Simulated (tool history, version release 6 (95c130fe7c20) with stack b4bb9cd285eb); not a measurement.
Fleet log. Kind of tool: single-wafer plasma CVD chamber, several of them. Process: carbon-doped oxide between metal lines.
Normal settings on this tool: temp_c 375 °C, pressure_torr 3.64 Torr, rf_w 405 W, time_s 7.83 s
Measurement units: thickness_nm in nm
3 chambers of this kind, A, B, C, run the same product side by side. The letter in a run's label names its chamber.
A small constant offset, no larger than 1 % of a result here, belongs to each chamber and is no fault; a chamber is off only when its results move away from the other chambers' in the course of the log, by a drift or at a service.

run   hour  temp_c  pressure_torr  rf_w  time_s  read-back reference wafer on the same gauge, thickness_nm  thickness_nm
 1C   10.4     375           3.64   405    7.83                                                     36.003        31.730
 2A   20.3     375           3.64   405    7.83                                                     35.956        31.489
 3B   30.3     375           3.64   405    7.83                                                     36.041        32.291
 4C   38.0     375           3.64   405    7.83                                                     36.009        31.826
 5A   47.0     375           3.64   405    6.77                                                     35.960        27.278
 6B   54.4     375           3.64   405    6.77                                                     36.011        27.793
 7B   63.2     375           3.64   405    6.77                                                     36.016        27.862
 8A   70.7     375           3.64   405    7.83                                                     36.002        31.264
 9C   85.1     375           3.64   405    7.83                                                     35.977        31.623
10A   96.6     375           3.64   405    7.83                                                     36.012        31.611
11C  112.2     375           3.64   405    7.83                                                     36.048        31.592
12B  119.7     375           3.64   345    7.83                                                     35.973        28.575
13C  129.8     375           3.64   345    7.83                                                     36.010        28.136
14B  141.6     375           3.64   345    7.83                                                     35.995        28.412
15A  155.2     375           3.64   405    7.83                                                     36.005        31.364
16B  165.4     375           3.64   405    7.83                                                     36.011        32.186
17A  180.0     375           3.64   405    7.83                                                     36.003        31.114
18C  193.6     375           3.64   405    7.83                                                     36.002        31.583
19B  201.3     375           3.64   405    7.83                                                     36.027        32.093
20C  214.5     375           3.64   405    7.83                                                     35.990        31.573
21A  222.9     365           3.64   405    7.12                                                     36.007        28.880
     227.9  -- chamber C: RF generator calibrated
22A  237.4     365           3.64   405    7.12                                                     36.024        28.847
23B  245.8     365           3.64   405    7.12                                                     35.997        29.973
24C  256.0     375           3.64   405    7.83                                                     36.034        31.657
25C  265.9     375           3.64   405    7.83                                                     36.019        31.816
26A  278.7     375           3.64   405    7.83                                                     36.003        30.603
27B  287.3     375           3.64   405    7.83                                                     36.018        32.167
28A  303.1     375           3.64   405    7.83                                                     35.971        30.484
29B  311.4     375           3.64   405    7.83                                                     35.986        32.216

Is one chamber out of step, is the gauge drifting, or do the chambers differ by no more than their own small offsets? For an off chamber, give its letter and the likeliest cause.

It is chamber A that slowly wanders off from its peers.
Cause: delivered RF power below the setpoint (%) = 5.01.

Chamber A could run next with any of the 4 candidate recipes listed below; each alters the usual settings, and their results appear as question marks. Which one brings its results back in line with what the other chambers deliver on the usual settings?
Maximum distance from the other chambers' mean on the usual settings for a result to count as in line: thickness_nm 0.410 nm
30A-1  322.7     375           3.64   395    7.58                                                                        ?
30A-2  322.7     375           3.65   410    7.93                                                                        ?
30A-3  322.7     374           3.64   430    7.83                                                                        ?
30A-4  322.7     375           3.63   400    7.73                                                                        ?

The other chambers' mean on the usual settings: thickness_nm 31.920 nm
  run  thickness_nm
30A-1        28.830
30A-2        31.011
30A-3        31.779
30A-4        29.667
30A-3 is the one that brings the chamber's results back in line with the other chambers.
